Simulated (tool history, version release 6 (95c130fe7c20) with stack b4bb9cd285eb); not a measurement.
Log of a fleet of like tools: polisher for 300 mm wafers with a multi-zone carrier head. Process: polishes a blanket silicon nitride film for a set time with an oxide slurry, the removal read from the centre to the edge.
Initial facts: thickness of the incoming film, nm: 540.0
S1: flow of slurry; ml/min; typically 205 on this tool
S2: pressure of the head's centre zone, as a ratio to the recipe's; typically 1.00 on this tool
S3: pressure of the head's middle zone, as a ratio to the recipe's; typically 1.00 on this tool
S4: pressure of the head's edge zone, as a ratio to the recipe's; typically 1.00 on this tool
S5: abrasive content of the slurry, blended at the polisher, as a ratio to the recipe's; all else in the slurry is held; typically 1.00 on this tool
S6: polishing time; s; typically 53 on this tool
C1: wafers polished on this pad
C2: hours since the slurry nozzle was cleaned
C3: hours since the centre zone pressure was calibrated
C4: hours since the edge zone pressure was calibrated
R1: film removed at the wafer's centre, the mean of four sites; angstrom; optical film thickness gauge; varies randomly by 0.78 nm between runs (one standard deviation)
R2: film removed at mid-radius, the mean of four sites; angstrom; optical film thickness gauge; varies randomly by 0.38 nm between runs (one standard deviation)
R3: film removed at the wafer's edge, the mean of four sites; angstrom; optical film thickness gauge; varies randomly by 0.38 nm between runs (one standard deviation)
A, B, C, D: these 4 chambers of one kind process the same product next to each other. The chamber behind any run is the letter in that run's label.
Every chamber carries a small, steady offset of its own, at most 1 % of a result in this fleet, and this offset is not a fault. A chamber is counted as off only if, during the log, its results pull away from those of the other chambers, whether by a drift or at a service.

run,hour,S1,S2,S3,S4,S5,S6,C1,C2,C3,C4,R1,R2,R3
1D,10.1,205,1.00,1.00,1.00,1.00,53,420,93.7,874.7,597.2,606.90,589.59,592.14
2C,16.6,205,1.00,1.00,1.00,1.00,53,636,188.4,94.8,546.3,589.00,596.02,592.91
# hour 25.1: chamber B: worn pad replaced by a new one
3A,30.7,205,1.00,1.00,1.00,1.00,53,937,298.2,210.1,392.3,581.54,598.85,591.30
4B,42.4,205,1.00,1.00,1.00,1.00,53,180,56.5,1479.7,941.9,605.63,592.07,599.21
# hour 43.3: chamber B: centre zone pressure recalibrated
5A,49.1,205,1.00,1.00,1.00,1.00,53,1129,316.6,228.5,410.7,585.59,598.58,585.26
6C,58.8,205,1.00,1.00,1.00,1.00,53,1075,230.6,137.0,588.5,586.92,593.46,596.20
# hour 63.4: chamber A: worn pad replaced by a new one
7B,70.0,205,1.00,1.00,1.00,1.00,53,467,84.1,26.8,969.5,599.33,600.13,593.29
8D,78.7,205,1.00,1.00,1.00,1.00,53,1134,162.3,943.3,665.8,595.45,591.60,601.07
# hour 83.5: chamber D: worn pad replaced by a new one
9B,90.8,205,1.00,1.00,1.00,1.00,53,684,104.9,47.6,990.3,599.14,592.44,595.11
10A,100.1,205,1.00,1.00,1.00,1.00,53,382,367.6,279.5,461.7,600.58,601.18,591.15
# hour 107.4: chamber C: worn pad replaced by a new one
11D,113.5,205,1.00,1.00,1.00,1.00,53,312,197.1,978.1,700.6,588.76,593.00,597.11
# hour 120.4: chamber C: slurry nozzle cleaned
12C,124.8,205,1.00,1.00,1.00,1.00,53,181,4.5,203.0,654.5,601.14,600.60,593.34
# hour 126.3: chamber B: worn pad replaced by a new one
13B,136.7,205,1.00,1.00,1.00,1.00,53,108,150.8,93.5,1036.2,605.31,598.09,595.40
14C,143.1,205,1.00,1.00,1.00,1.00,53,372,22.8,221.3,672.8,582.11,605.39,594.51
15A,150.7,205,1.00,1.09,1.00,1.00,53,909,418.2,330.1,512.3,594.47,653.18,590.92
16D,160.2,205,1.00,1.09,1.00,1.00,53,799,243.8,1024.8,747.3,581.46,644.35,598.52
17A,171.9,205,1.00,1.09,1.00,1.00,53,1130,439.4,351.3,533.5,585.27,650.84,584.17
# hour 176.7: chamber D: slurry nozzle cleaned
18C,181.2,205,1.00,1.09,1.00,1.00,53,769,60.9,259.4,710.9,595.31,647.99,598.57
19B,194.8,205,1.00,1.00,1.00,1.00,53,714,208.9,151.6,1094.3,597.30,590.39,599.76
20D,207.9,205,1.00,1.00,1.00,1.00,53,1296,31.2,1072.5,795.0,610.55,594.26,594.98
# hour 218.6: chamber D: worn pad replaced by a new one
21C,219.1,205,1.00,1.00,1.00,1.00,53,1164,98.8,297.3,748.8,598.43,599.36,591.14
# hour 220.3: chamber A: worn pad replaced by a new one
22B,227.2,205,1.00,1.00,1.00,1.00,53,1051,241.3,184.0,1126.7,591.63,598.97,599.43
# hour 231.8: chamber B: worn pad replaced by a new one
23A,234.9,205,1.00,1.00,1.00,1.00,53,152,502.4,414.3,596.5,594.71,597.44,588.56
# hour 239.8: chamber C: worn pad replaced by a new one
24D,247.9,205,1.11,1.00,0.95,1.00,53,305,71.2,1112.5,835.0,671.97,589.63,582.14
25D,255.2,205,1.11,1.00,0.95,1.00,53,381,78.5,1119.8,842.3,692.66,586.92,578.25
26B,262.2,205,1.11,1.00,0.95,1.00,53,317,276.3,219.0,1161.7,674.41,588.57,583.52
27C,275.6,205,1.11,1.00,0.95,1.00,53,373,155.3,353.8,805.3,646.09,596.41,583.75
28A,287.1,205,1.00,1.00,1.00,1.00,53,696,554.6,466.5,648.7,589.06,597.12,593.84
29C,298.5,205,1.00,1.00,1.00,1.00,53,612,178.2,376.7,828.2,602.93,592.76,598.41
30B,310.5,205,1.00,1.00,1.00,1.00,53,820,324.6,267.3,1210.0,605.86,596.33,595.81

Is one chamber out of step, is the gauge drifting, or do the chambers differ by no more than their own small offsets? For an off chamber, give its letter and the likeliest cause.

The fleet is healthy, with each chamber sitting at its usual small offset and no drift in the gauge.
